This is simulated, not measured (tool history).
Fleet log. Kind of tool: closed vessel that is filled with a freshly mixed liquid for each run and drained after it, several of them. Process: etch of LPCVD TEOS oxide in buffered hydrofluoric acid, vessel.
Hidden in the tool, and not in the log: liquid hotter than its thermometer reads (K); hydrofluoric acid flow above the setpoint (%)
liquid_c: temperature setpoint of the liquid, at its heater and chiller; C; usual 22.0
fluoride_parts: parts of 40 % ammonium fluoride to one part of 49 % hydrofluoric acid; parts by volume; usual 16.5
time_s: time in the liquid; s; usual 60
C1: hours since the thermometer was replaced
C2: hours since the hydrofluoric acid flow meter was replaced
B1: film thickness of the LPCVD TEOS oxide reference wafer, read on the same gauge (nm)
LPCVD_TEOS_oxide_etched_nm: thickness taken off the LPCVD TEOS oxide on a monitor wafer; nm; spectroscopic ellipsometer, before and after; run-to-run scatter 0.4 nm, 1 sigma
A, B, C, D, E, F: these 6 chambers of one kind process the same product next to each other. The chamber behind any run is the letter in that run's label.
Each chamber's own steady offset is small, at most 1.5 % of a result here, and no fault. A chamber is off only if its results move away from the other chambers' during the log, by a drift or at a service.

run 1C hour=10.3 | liquid_c=22.0 fluoride_parts=16.5 time_s=60 | C1=127.6 C2=575.3 | B1=80.052 | LPCVD_TEOS_oxide_etched_nm=52.833
run 2D hour=15.2 | liquid_c=22.0 fluoride_parts=16.5 time_s=60 | C1=869.7 C2=2321.1 | B1=79.997 | LPCVD_TEOS_oxide_etched_nm=52.521
run 3E hour=26.2 | liquid_c=22.0 fluoride_parts=16.5 time_s=60 | C1=989.6 C2=948.0 | B1=80.014 | LPCVD_TEOS_oxide_etched_nm=52.751
run 4A hour=36.6 | liquid_c=22.0 fluoride_parts=16.5 time_s=60 | C1=56.3 C2=596.8 | B1=80.001 | LPCVD_TEOS_oxide_etched_nm=53.022
run 5F hour=44.4 | liquid_c=22.0 fluoride_parts=16.5 time_s=60 | C1=2207.6 C2=614.0 | B1=79.970 | LPCVD_TEOS_oxide_etched_nm=53.482
run 6B hour=51.9 | liquid_c=22.0 fluoride_parts=16.5 time_s=60 | C1=984.8 C2=1060.6 | B1=79.998 | LPCVD_TEOS_oxide_etched_nm=53.688
run 7E hour=56.9 | liquid_c=22.0 fluoride_parts=16.5 time_s=60 | C1=1020.3 C2=978.7 | B1=80.071 | LPCVD_TEOS_oxide_etched_nm=52.776
run 8A hour=64.0 | liquid_c=26.5 fluoride_parts=16.5 time_s=75 | C1=83.7 C2=624.2 | B1=79.916 | LPCVD_TEOS_oxide_etched_nm=85.034
run 9B hour=71.9 | liquid_c=26.5 fluoride_parts=16.5 time_s=75 | C1=1004.8 C2=1080.6 | B1=80.016 | LPCVD_TEOS_oxide_etched_nm=84.998
run 10D hour=82.4 | liquid_c=26.5 fluoride_parts=16.5 time_s=75 | C1=936.9 C2=2388.3 | B1=79.966 | LPCVD_TEOS_oxide_etched_nm=84.691
run 11C hour=90.9 | liquid_c=26.5 fluoride_parts=16.5 time_s=75 | C1=208.2 C2=655.9 | B1=80.003 | LPCVD_TEOS_oxide_etched_nm=85.094
run 12F hour=100.1 | liquid_c=26.5 fluoride_parts=16.5 time_s=75 | C1=2263.3 C2=669.7 | B1=80.012 | LPCVD_TEOS_oxide_etched_nm=85.495
run 13E hour=109.2 | liquid_c=26.5 fluoride_parts=16.5 time_s=75 | C1=1072.6 C2=1031.0 | B1=80.009 | LPCVD_TEOS_oxide_etched_nm=84.445
run 14D hour=115.0 | liquid_c=18.5 fluoride_parts=12.0 time_s=60 | C1=969.5 C2=2420.9 | B1=79.980 | LPCVD_TEOS_oxide_etched_nm=61.607
run 15F hour=120.9 | liquid_c=18.5 fluoride_parts=12.0 time_s=60 | C1=2284.1 C2=690.5 | B1=80.017 | LPCVD_TEOS_oxide_etched_nm=60.643
run 16A hour=126.2 | liquid_c=18.5 fluoride_parts=12.0 time_s=60 | C1=145.9 C2=686.4 | B1=80.028 | LPCVD_TEOS_oxide_etched_nm=59.387
-- hour=128.7 chamber D: hydrofluoric acid flow meter replaced
run 17C hour=132.4 | liquid_c=18.5 fluoride_parts=12.0 time_s=60 | C1=249.7 C2=697.4 | B1=80.013 | LPCVD_TEOS_oxide_etched_nm=60.767
-- hour=137.5 chamber F: hydrofluoric acid flow meter replaced
run 18B hour=139.2 | liquid_c=18.5 fluoride_parts=12.0 time_s=60 | C1=1072.1 C2=1147.9 | B1=80.006 | LPCVD_TEOS_oxide_etched_nm=60.370
run 19D hour=144.6 | liquid_c=18.5 fluoride_parts=12.0 time_s=60 | C1=999.1 C2=15.9 | B1=80.038 | LPCVD_TEOS_oxide_etched_nm=61.432
run 20F hour=152.0 | liquid_c=22.0 fluoride_parts=16.5 time_s=60 | C1=2315.2 C2=14.5 | B1=79.955 | LPCVD_TEOS_oxide_etched_nm=52.954
run 21E hour=158.2 | liquid_c=22.0 fluoride_parts=16.5 time_s=60 | C1=1121.6 C2=1080.0 | B1=80.005 | LPCVD_TEOS_oxide_etched_nm=52.605
run 22B hour=163.9 | liquid_c=22.0 fluoride_parts=16.5 time_s=60 | C1=1096.8 C2=1172.6 | B1=79.996 | LPCVD_TEOS_oxide_etched_nm=53.575
run 23A hour=171.8 | liquid_c=22.0 fluoride_parts=16.5 time_s=60 | C1=191.5 C2=732.0 | B1=79.983 | LPCVD_TEOS_oxide_etched_nm=52.578
run 24C hour=179.6 | liquid_c=22.0 fluoride_parts=16.5 time_s=60 | C1=296.9 C2=744.6 | B1=80.029 | LPCVD_TEOS_oxide_etched_nm=52.308
run 25E hour=184.5 | liquid_c=22.0 fluoride_parts=16.5 time_s=60 | C1=1147.9 C2=1106.3 | B1=80.044 | LPCVD_TEOS_oxide_etched_nm=52.864
-- hour=186.7 chamber B: hydrofluoric acid flow meter replaced
run 26B hour=195.5 | liquid_c=22.0 fluoride_parts=16.5 time_s=60 | C1=1128.4 C2=8.8 | B1=80.030 | LPCVD_TEOS_oxide_etched_nm=53.448
run 27A hour=204.7 | liquid_c=22.0 fluoride_parts=16.5 time_s=60 | C1=224.4 C2=764.9 | B1=80.001 | LPCVD_TEOS_oxide_etched_nm=52.795
run 28C hour=211.3 | liquid_c=22.0 fluoride_parts=16.5 time_s=60 | C1=328.6 C2=776.3 | B1=79.984 | LPCVD_TEOS_oxide_etched_nm=53.774
run 29F hour=216.4 | liquid_c=22.0 fluoride_parts=16.5 time_s=60 | C1=2379.6 C2=78.9 | B1=79.937 | LPCVD_TEOS_oxide_etched_nm=53.463
run 30D hour=222.7 | liquid_c=22.0 fluoride_parts=16.5 time_s=60 | C1=1077.2 C2=94.0 | B1=80.016 | LPCVD_TEOS_oxide_etched_nm=55.558
run 31B hour=230.4 | liquid_c=22.0 fluoride_parts=16.5 time_s=60 | C1=1163.3 C2=43.7 | B1=79.982 | LPCVD_TEOS_oxide_etched_nm=52.278
-- hour=238.9 chamber F: thermometer replaced
run 32F hour=240.6 | liquid_c=19.0 fluoride_parts=16.5 time_s=60 | C1=1.7 C2=103.1 | B1=79.962 | LPCVD_TEOS_oxide_etched_nm=44.924
run 33C hour=246.2 | liquid_c=19.0 fluoride_parts=16.5 time_s=60 | C1=363.5 C2=811.2 | B1=80.036 | LPCVD_TEOS_oxide_etched_nm=45.304
run 34E hour=254.7 | liquid_c=19.0 fluoride_parts=16.5 time_s=60 | C1=1218.1 C2=1176.5 | B1=79.982 | LPCVD_TEOS_oxide_etched_nm=44.418
run 35D hour=261.7 | liquid_c=19.0 fluoride_parts=16.5 time_s=60 | C1=1116.2 C2=133.0 | B1=79.936 | LPCVD_TEOS_oxide_etched_nm=47.516
-- hour=263.1 chamber E: hydrofluoric acid flow meter replaced
run 36A hour=272.6 | liquid_c=19.0 fluoride_parts=16.5 time_s=60 | C1=292.3 C2=832.8 | B1=80.043 | LPCVD_TEOS_oxide_etched_nm=45.407
run 37E hour=280.2 | liquid_c=19.0 fluoride_parts=16.5 time_s=60 | C1=1243.6 C2=17.2 | B1=80.008 | LPCVD_TEOS_oxide_etched_nm=44.160
run 38A hour=291.0 | liquid_c=22.0 fluoride_parts=16.5 time_s=60 | C1=310.7 C2=851.2 | B1=80.007 | LPCVD_TEOS_oxide_etched_nm=52.853
run 39C hour=296.3 | liquid_c=25.5 fluoride_parts=16.5 time_s=75 | C1=413.6 C2=861.3 | B1=79.978 | LPCVD_TEOS_oxide_etched_nm=79.933

Does one chamber stand apart from the rest, does the shared gauge drift, or is all well apart from small per-chamber offsets? Give the chamber and the most likely cause, where there is one.

It is chamber D that slowly wanders off from its peers.
Most likely cause: liquid hotter than its thermometer reads (K) = 1.23.

Which of the 4 candidates below, each the usual settings with something changed and its results left as question marks, puts chamber D back in line with what the other chambers give on the usual settings?
Counts as in line when no further than this from what the other chambers average on the usual settings: LPCVD_TEOS_oxide_etched_nm 1.400 nm
run 40D-1 hour=304.1 | liquid_c=22.5 fluoride_parts=15.0 time_s=60 | LPCVD_TEOS_oxide_etched_nm=?
run 40D-2 hour=304.1 | liquid_c=22.5 fluoride_parts=16.0 time_s=60 | LPCVD_TEOS_oxide_etched_nm=?
run 40D-3 hour=304.1 | liquid_c=22.0 fluoride_parts=17.0 time_s=55 | LPCVD_TEOS_oxide_etched_nm=?
run 40D-4 hour=304.1 | liquid_c=21.0 fluoride_parts=16.5 time_s=60 | LPCVD_TEOS_oxide_etched_nm=?

Other chambers, usual settings, mean: LPCVD_TEOS_oxide_etched_nm 53.131 nm
run=40D-1 LPCVD_TEOS_oxide_etched_nm=63.594
run=40D-2 LPCVD_TEOS_oxide_etched_nm=59.688
run=40D-3 LPCVD_TEOS_oxide_etched_nm=50.150
run=40D-4 LPCVD_TEOS_oxide_etched_nm=53.291
40D-4 puts the chamber back in line with the other chambers.

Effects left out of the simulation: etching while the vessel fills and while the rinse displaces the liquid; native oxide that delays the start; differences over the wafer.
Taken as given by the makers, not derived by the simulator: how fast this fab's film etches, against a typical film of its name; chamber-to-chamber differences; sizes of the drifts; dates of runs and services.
